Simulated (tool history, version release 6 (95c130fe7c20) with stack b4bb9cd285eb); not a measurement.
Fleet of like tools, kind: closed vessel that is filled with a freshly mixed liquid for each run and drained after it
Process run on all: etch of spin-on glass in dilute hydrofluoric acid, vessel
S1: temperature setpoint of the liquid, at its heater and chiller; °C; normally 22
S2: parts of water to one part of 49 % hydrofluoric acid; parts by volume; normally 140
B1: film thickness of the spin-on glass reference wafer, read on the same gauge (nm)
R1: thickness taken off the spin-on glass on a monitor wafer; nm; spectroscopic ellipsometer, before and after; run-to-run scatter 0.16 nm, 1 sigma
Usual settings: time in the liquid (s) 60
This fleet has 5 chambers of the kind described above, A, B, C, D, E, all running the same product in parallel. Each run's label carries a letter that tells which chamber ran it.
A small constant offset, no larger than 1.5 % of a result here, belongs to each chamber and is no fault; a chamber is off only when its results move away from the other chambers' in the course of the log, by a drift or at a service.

run 1C hour=2.5 | S1=22 S2=140 time_in_the_liquid_(s)=60 | B1=130.04 | R1=16.678
run 2B hour=6.7 | S1=22 S2=140 time_in_the_liquid_(s)=60 | B1=130.01 | R1=16.761
run 3D hour=9.1 | S1=22 S2=140 time_in_the_liquid_(s)=60 | B1=129.98 | R1=16.951
run 4A hour=11.7 | S1=22 S2=140 time_in_the_liquid_(s)=60 | B1=130 | R1=17.133
run 5E hour=15.8 | S1=22 S2=140 time_in_the_liquid_(s)=60 | B1=130.01 | R1=16.949
run 6D hour=18.2 | S1=22 S2=140 time_in_the_liquid_(s)=60 | B1=130.01 | R1=16.947
run 7A hour=21.9 | S1=22 S2=140 time_in_the_liquid_(s)=60 | B1=130.02 | R1=16.832
run 8E hour=26 | S1=22 S2=140 time_in_the_liquid_(s)=60 | B1=129.99 | R1=16.969
run 9B hour=28.4 | S1=23.5 S2=140 time_in_the_liquid_(s)=60 | B1=130 | R1=18.05
run 10C hour=31.1 | S1=23.5 S2=140 time_in_the_liquid_(s)=60 | B1=130.01 | R1=17.705
run 11D hour=34.6 | S1=23.5 S2=140 time_in_the_liquid_(s)=60 | B1=130.01 | R1=18.122
run 12C hour=38.7 | S1=23.5 S2=140 time_in_the_liquid_(s)=60 | B1=129.95 | R1=17.675
run 13B hour=41.8 | S1=23.5 S2=140 time_in_the_liquid_(s)=60 | B1=129.98 | R1=17.822
run 14E hour=44.6 | S1=22 S2=140 time_in_the_liquid_(s)=60 | B1=129.97 | R1=16.797
run 15A hour=46.6 | S1=18.5 S2=140 time_in_the_liquid_(s)=60 | B1=130.01 | R1=14.957
run 16C hour=51 | S1=18.5 S2=140 time_in_the_liquid_(s)=60 | B1=129.99 | R1=14.617
run 17A hour=55.4 | S1=18.5 S2=140 time_in_the_liquid_(s)=60 | B1=129.98 | R1=14.83
run 18E hour=57.6 | S1=18.5 S2=140 time_in_the_liquid_(s)=60 | B1=130 | R1=14.716
run 19D hour=60 | S1=18.5 S2=140 time_in_the_liquid_(s)=60 | B1=130.03 | R1=14.649
run 20B hour=63.7 | S1=20 S2=140 time_in_the_liquid_(s)=60 | B1=129.96 | R1=16.08
run 21D hour=67.3 | S1=20 S2=140 time_in_the_liquid_(s)=60 | B1=130 | R1=15.937
run 22C hour=71 | S1=20 S2=140 time_in_the_liquid_(s)=60 | B1=130 | R1=15.419
run 23A hour=73 | S1=20 S2=140 time_in_the_liquid_(s)=60 | B1=129.98 | R1=15.705
run 24E hour=76.1 | S1=20 S2=140 time_in_the_liquid_(s)=60 | B1=129.98 | R1=15.461
run 25B hour=78.7 | S1=22 S2=140 time_in_the_liquid_(s)=60 | B1=130.01 | R1=17.571
run 26A hour=81.5 | S1=22 S2=140 time_in_the_liquid_(s)=60 | B1=129.98 | R1=17.026
run 27E hour=85 | S1=26.5 S2=140 time_in_the_liquid_(s)=80 | B1=130.05 | R1=26.469
run 28B hour=87 | S1=26.5 S2=140 time_in_the_liquid_(s)=80 | B1=129.99 | R1=28.653
run 29D hour=89.3 | S1=26.5 S2=140 time_in_the_liquid_(s)=80 | B1=129.98 | R1=26.852
run 30C hour=93.6 | S1=26.5 S2=140 time_in_the_liquid_(s)=80 | B1=130 | R1=26.614
run 31C hour=95.9 | S1=26.5 S2=140 time_in_the_liquid_(s)=80 | B1=129.98 | R1=26.713
run 32E hour=99.2 | S1=22 S2=140 time_in_the_liquid_(s)=60 | B1=130.01 | R1=17.205
run 33A hour=102.4 | S1=22 S2=140 time_in_the_liquid_(s)=60 | B1=130 | R1=16.913
run 34D hour=105.3 | S1=22 S2=140 time_in_the_liquid_(s)=60 | B1=130 | R1=16.813
run 35B hour=108.2 | S1=22 S2=140 time_in_the_liquid_(s)=60 | B1=130.03 | R1=18.339
run 36A hour=110.3 | S1=22 S2=75 time_in_the_liquid_(s)=40 | B1=130.02 | R1=22.643
run 37D hour=112.6 | S1=22 S2=75 time_in_the_liquid_(s)=40 | B1=130.02 | R1=23.089
run 38E hour=114.8 | S1=22 S2=75 time_in_the_liquid_(s)=40 | B1=130.04 | R1=23.179
run 39B hour=119 | S1=22 S2=75 time_in_the_liquid_(s)=40 | B1=129.98 | R1=24.749
run 40C hour=123 | S1=22 S2=75 time_in_the_liquid_(s)=40 | B1=129.97 | R1=22.434
run 41B hour=126.8 | S1=22 S2=140 time_in_the_liquid_(s)=40 | B1=129.99 | R1=12.466
run 42C hour=130.8 | S1=22 S2=140 time_in_the_liquid_(s)=40 | B1=129.99 | R1=11.259
run 43D hour=133.8 | S1=22 S2=140 time_in_the_liquid_(s)=40 | B1=130.07 | R1=11.49
run 44A hour=135.7 | S1=22 S2=140 time_in_the_liquid_(s)=40 | B1=129.98 | R1=11.348

Next, every chamber runs the same settings. What will each give?
run 45A hour=138.9 | S1=22 S2=140 time_in_the_liquid_(s)=60 | R1=?
run 45B hour=138.9 | S1=22 S2=140 time_in_the_liquid_(s)=60 | R1=?
run 45C hour=138.9 | S1=22 S2=140 time_in_the_liquid_(s)=60 | R1=?
run 45D hour=138.9 | S1=22 S2=140 time_in_the_liquid_(s)=60 | R1=?
run 45E hour=138.9 | S1=22 S2=140 time_in_the_liquid_(s)=60 | R1=?

run=45A R1=16.743
run=45B R1=19.091
run=45C R1=16.682
run=45D R1=17.03
run=45E R1=16.638

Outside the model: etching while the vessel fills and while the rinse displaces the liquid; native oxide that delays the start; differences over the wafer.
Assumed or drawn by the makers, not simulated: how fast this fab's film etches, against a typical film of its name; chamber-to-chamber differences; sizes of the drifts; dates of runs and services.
